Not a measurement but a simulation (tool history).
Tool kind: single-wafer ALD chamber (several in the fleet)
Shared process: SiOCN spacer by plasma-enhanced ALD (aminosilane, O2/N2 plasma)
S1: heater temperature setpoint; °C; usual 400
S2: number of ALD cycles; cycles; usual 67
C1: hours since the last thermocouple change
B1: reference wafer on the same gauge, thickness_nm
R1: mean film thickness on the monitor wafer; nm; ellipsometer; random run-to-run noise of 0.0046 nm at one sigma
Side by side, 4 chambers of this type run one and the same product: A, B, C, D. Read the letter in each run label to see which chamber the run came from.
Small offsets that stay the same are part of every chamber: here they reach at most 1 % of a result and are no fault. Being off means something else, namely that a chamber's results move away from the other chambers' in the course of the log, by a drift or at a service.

Run 1D, hour 14.3: usual settings; C1 981.1; B1 4.5208. Result: R1 4.0414 nm.
Run 2C, hour 27.7: usual settings; C1 1470.6; B1 4.5214. Result: R1 4.0452 nm.
Run 3A, hour 36.1: usual settings; C1 217.8; B1 4.522. Result: R1 4.0853 nm.
Run 4B, hour 47.1: usual settings; C1 900.7; B1 4.5216. Result: R1 4.0233 nm.
Run 5A, hour 57.9: usual settings; C1 239.6; B1 4.5239. Result: R1 4.0779 nm.
Run 6B, hour 66.5: usual settings; C1 920.1; B1 4.5239. Result: R1 4.0264 nm.
Run 7D, hour 75.1: usual settings; C1 1041.9; B1 4.524. Result: R1 4.0529 nm.
Run 8C, hour 82.5: usual settings; C1 1525.4; B1 4.5241. Result: R1 4.0582 nm.
Run 9D, hour 95.2: usual settings; C1 1062; B1 4.5251. Result: R1 4.0513 nm.
Run 10A, hour 108.8: usual settings; C1 290.5; B1 4.5255. Result: R1 4.0836 nm.
Run 11B, hour 120.8: usual settings; C1 974.4; B1 4.5267. Result: R1 4.0354 nm.
Run 12C, hour 133.6: usual settings but S1 413 °C, S2 75 cycles; C1 1576.5; B1 4.5257. Result: R1 4.3445 nm.
Run 13C, hour 143.8: usual settings but S1 413 °C, S2 75 cycles; C1 1586.7; B1 4.5273. Result: R1 4.3628 nm.
Run 14B, hour 156.2: usual settings but S1 413 °C, S2 75 cycles; C1 1009.8; B1 4.5267. Result: R1 4.3389 nm.
Run 15A, hour 165.4: usual settings but S1 413 °C, S2 75 cycles; C1 347.1; B1 4.5274. Result: R1 4.3953 nm.
Run 16D, hour 179.2: usual settings; C1 1146; B1 4.5278. Result: R1 4.0514 nm.
Run 17B, hour 192.4: usual settings; C1 1046; B1 4.5301. Result: R1 4.0366 nm.
Run 18C, hour 202: usual settings; C1 1644.9; B1 4.5297. Result: R1 4.0506 nm.
Run 19A, hour 214.4: usual settings; C1 396.1; B1 4.5302. Result: R1 4.0938 nm.
Run 20D, hour 221.8: usual settings; C1 1188.6; B1 4.5286. Result: R1 4.0513 nm.
At hour 224.6: chamber D: thermocouple changed; heater temperature recalibrated.
Run 21C, hour 234.5: usual settings; C1 1677.4; B1 4.5305. Result: R1 4.062 nm.
Run 22A, hour 248.6: usual settings; C1 430.3; B1 4.5301. Result: R1 4.0816 nm.
Run 23D, hour 263.1: usual settings; C1 38.6; B1 4.5321. Result: R1 4.0545 nm.
Run 24B, hour 269.7: usual settings; C1 1123.3; B1 4.5332. Result: R1 4.0402 nm.
Run 25B, hour 277.9: usual settings; C1 1131.5; B1 4.533. Result: R1 4.0349 nm.
Run 26D, hour 287.8: usual settings; C1 63.3; B1 4.5335. Result: R1 4.0515 nm.
Run 27A, hour 297.9: usual settings; C1 479.6; B1 4.5326. Result: R1 4.0969 nm.
Run 28C, hour 305.8: usual settings; C1 1748.7; B1 4.5349. Result: R1 4.0649 nm.
Run 29C, hour 318.6: usual settings; C1 1761.5; B1 4.5339. Result: R1 4.0683 nm.
Run 30A, hour 331.1: usual settings; C1 512.8; B1 4.5345. Result: R1 4.1029 nm.
Run 31D, hour 339.8: usual settings; C1 115.3; B1 4.5364. Result: R1 4.0537 nm.
Run 32B, hour 352.6: usual settings; C1 1206.2; B1 4.5362. Result: R1 4.0454 nm.
Run 33A, hour 364: usual settings but S1 411 °C, S2 78 cycles; C1 545.7; B1 4.5373. Result: R1 4.6013 nm.
Run 34B, hour 370.4: usual settings but S1 411 °C, S2 78 cycles; C1 1224; B1 4.5384. Result: R1 4.5492 nm.
At hour 379.2: chamber B: thermocouple changed; heater temperature recalibrated.
Run 35D, hour 379.3: usual settings but S1 411 °C, S2 78 cycles; C1 154.8; B1 4.537. Result: R1 4.57 nm.
Run 36C, hour 388.7: usual settings but S1 411 °C, S2 78 cycles; C1 1831.6; B1 4.5378. Result: R1 4.574 nm.
Run 37A, hour 397.9: usual settings; C1 579.6; B1 4.5388. Result: R1 4.0954 nm.
Run 38B, hour 412.4: usual settings but S1 413 °C; C1 33.2; B1 4.538. Result: R1 3.8839 nm.
Run 39C, hour 425.4: usual settings but S1 413 °C; C1 1868.3; B1 4.5411. Result: R1 3.9092 nm.
Run 40D, hour 434.3: usual settings but S1 413 °C; C1 209.8; B1 4.5404. Result: R1 3.9022 nm.
Run 41C, hour 444.6: usual settings but S1 413 °C; C1 1887.5; B1 4.5405. Result: R1 3.9078 nm.
Run 42B, hour 451.5: usual settings; C1 72.3; B1 4.5411. Result: R1 4.0523 nm.

All 4 chambers run these settings next. Forecast each chamber's results:
Run 43A, hour 461.9: usual settings but S2 61 cycles. Result: R1 ?.
Run 43B, hour 461.9: usual settings but S2 61 cycles. Result: R1 ?.
Run 43C, hour 461.9: usual settings but S2 61 cycles. Result: R1 ?.
Run 43D, hour 461.9: usual settings but S2 61 cycles. Result: R1 ?.

run      R1
43A  3.7339
43B  3.6866
43C  3.6933
43D   3.703

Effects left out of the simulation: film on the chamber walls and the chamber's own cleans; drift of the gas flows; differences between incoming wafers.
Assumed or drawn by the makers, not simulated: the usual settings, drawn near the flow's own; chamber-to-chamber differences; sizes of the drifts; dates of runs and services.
